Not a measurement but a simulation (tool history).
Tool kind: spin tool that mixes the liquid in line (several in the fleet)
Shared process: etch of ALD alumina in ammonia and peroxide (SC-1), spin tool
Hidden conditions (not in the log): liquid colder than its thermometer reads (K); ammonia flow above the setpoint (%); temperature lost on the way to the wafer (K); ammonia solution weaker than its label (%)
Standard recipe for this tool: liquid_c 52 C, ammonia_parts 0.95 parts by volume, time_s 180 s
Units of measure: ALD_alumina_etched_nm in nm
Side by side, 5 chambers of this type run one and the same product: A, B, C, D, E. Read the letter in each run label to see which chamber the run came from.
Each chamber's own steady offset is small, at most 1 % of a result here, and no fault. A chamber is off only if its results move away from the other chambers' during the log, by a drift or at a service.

| run | hour | liquid_c | ammonia_parts | time_s | hours since the thermometer was replaced | hours since the ammonia flow meter was replaced | hours since the heated supply line was repaired | hours since the drum of ammonia solution was connected | read-back film thickness of the ALD alumina reference wafer, read on the same gauge (nm) | ALD_alumina_etched_nm |
|---|---|---|---|---|---|---|---|---|---|---|
| 1B | 5.4 | 52 | 0.95 | 180 | 1146.1 | 1201.9 | 96.9 | 347.1 | 120.02 | 8.4614 |
| 2A | 9.6 | 52 | 0.95 | 180 | 286.1 | 78.4 | 1138.6 | 272.9 | 119.99 | 8.5718 |
| 3C | 14.3 | 52 | 0.95 | 180 | 1066.6 | 1294.5 | 1274.9 | 482.4 | 119.97 | 8.3707 |
| 4E | 18.9 | 52 | 0.95 | 180 | 523.6 | 824.7 | 1642.1 | 727.7 | 120 | 8.3646 |
| 5D | 23.9 | 52 | 0.95 | 135 | 975.4 | 132.1 | 580.6 | 1076 | 120.02 | 6.2683 |
| 6D | 27 | 52 | 0.95 | 135 | 978.5 | 135.2 | 583.7 | 1079.1 | 120.04 | 6.2949 |
| 7A | 33.5 | 52 | 0.95 | 135 | 310 | 102.3 | 1162.5 | 296.8 | 120.02 | 6.3874 |
| 8C | 39.1 | 52 | 0.95 | 135 | 1091.4 | 1319.3 | 1299.7 | 507.2 | 119.97 | 6.3525 |
| 9B | 44.9 | 52 | 0.95 | 135 | 1185.6 | 1241.4 | 136.4 | 386.6 | 120 | 6.3541 |
| 10E | 50.4 | 52 | 0.95 | 180 | 555.1 | 856.2 | 1673.6 | 759.2 | 120.05 | 8.4757 |
| 11A | 55.9 | 48.5 | 0.5 | 180 | 332.4 | 124.7 | 1184.9 | 319.2 | 120.04 | 6.5537 |
|  | 59 | chamber D: new drum of ammonia solution connected |
| 12C | 59.7 | 48.5 | 0.5 | 180 | 1112 | 1339.9 | 1320.3 | 527.8 | 120.04 | 6.3863 |
| 13E | 64.4 | 48.5 | 0.5 | 180 | 569.1 | 870.2 | 1687.6 | 773.2 | 119.99 | 6.4981 |
| 14D | 67.4 | 48.5 | 0.5 | 180 | 1018.9 | 175.6 | 624.1 | 8.4 | 119.99 | 6.5177 |
| 15B | 72.7 | 48.5 | 0.5 | 180 | 1213.4 | 1269.2 | 164.2 | 414.4 | 119.98 | 6.5285 |
|  | 74.2 | chamber E: new drum of ammonia solution connected |
| 16E | 77.9 | 52 | 0.95 | 180 | 582.6 | 883.7 | 1701.1 | 3.8 | 120.04 | 8.4988 |
| 17D | 84.2 | 52 | 0.95 | 180 | 1035.7 | 192.4 | 640.9 | 25.2 | 119.97 | 8.2918 |
| 18A | 89.5 | 52 | 0.95 | 180 | 366 | 158.3 | 1218.5 | 352.8 | 119.96 | 8.4211 |
| 19B | 94.3 | 52 | 0.95 | 180 | 1235 | 1290.8 | 185.8 | 436 | 120.03 | 8.3245 |
| 20C | 100.8 | 52 | 0.95 | 180 | 1153.1 | 1381 | 1361.4 | 568.9 | 120 | 8.4251 |
|  | 102.3 | chamber E: ammonia flow meter replaced |
| 21D | 106.9 | 52 | 1.2 | 285 | 1058.4 | 215.1 | 663.6 | 47.9 | 119.97 | 13.633 |
| 22E | 111.5 | 52 | 1.2 | 285 | 616.2 | 9.2 | 1734.7 | 37.4 | 120.03 | 13.637 |
| 23A | 115.6 | 52 | 1.2 | 285 | 392.1 | 184.4 | 1244.6 | 378.9 | 120.06 | 13.678 |
| 24C | 120.4 | 52 | 1.2 | 285 | 1172.7 | 1400.6 | 1381 | 588.5 | 120.02 | 13.634 |
| 25B | 123.5 | 52 | 1.2 | 285 | 1264.2 | 1320 | 215 | 465.2 | 120 | 13.668 |
| 26A | 126.8 | 52 | 0.95 | 180 | 403.3 | 195.6 | 1255.8 | 390.1 | 120.02 | 8.2631 |
| 27D | 131.1 | 52 | 0.95 | 180 | 1082.6 | 239.3 | 687.8 | 72.1 | 119.99 | 8.3108 |
| 28B | 135.7 | 52 | 0.95 | 180 | 1276.4 | 1332.2 | 227.2 | 477.4 | 119.98 | 8.4129 |
| 29E | 139.6 | 52 | 0.95 | 180 | 644.3 | 37.3 | 1762.8 | 65.5 | 119.97 | 8.4059 |
| 30C | 143.9 | 52 | 0.95 | 180 | 1196.2 | 1424.1 | 1404.5 | 612 | 119.99 | 8.3892 |
| 31C | 150.1 | 52 | 0.95 | 180 | 1202.4 | 1430.3 | 1410.7 | 618.2 | 119.99 | 8.3606 |
| 32E | 153.5 | 52 | 0.95 | 180 | 658.2 | 51.2 | 1776.7 | 79.4 | 119.99 | 8.3798 |
| 33A | 158.8 | 52 | 0.95 | 180 | 435.3 | 227.6 | 1287.8 | 422.1 | 119.98 | 8.2655 |
| 34D | 163.8 | 52 | 0.95 | 180 | 1115.3 | 272 | 720.5 | 104.8 | 119.98 | 8.2929 |
| 35B | 169.3 | 56 | 0.95 | 90 | 1310 | 1365.8 | 260.8 | 511 | 119.96 | 5.2667 |
| 36B | 172.2 | 56 | 0.95 | 90 | 1312.9 | 1368.7 | 263.7 | 513.9 | 119.99 | 5.2133 |

What goes on in this fleet: one chamber off, a drifting gauge, or nothing beyond the chambers' own small offsets? Name the chamber and the cause, if any.

Neither any chamber nor the gauge drifts; the chambers differ only by their own small, steady offsets.

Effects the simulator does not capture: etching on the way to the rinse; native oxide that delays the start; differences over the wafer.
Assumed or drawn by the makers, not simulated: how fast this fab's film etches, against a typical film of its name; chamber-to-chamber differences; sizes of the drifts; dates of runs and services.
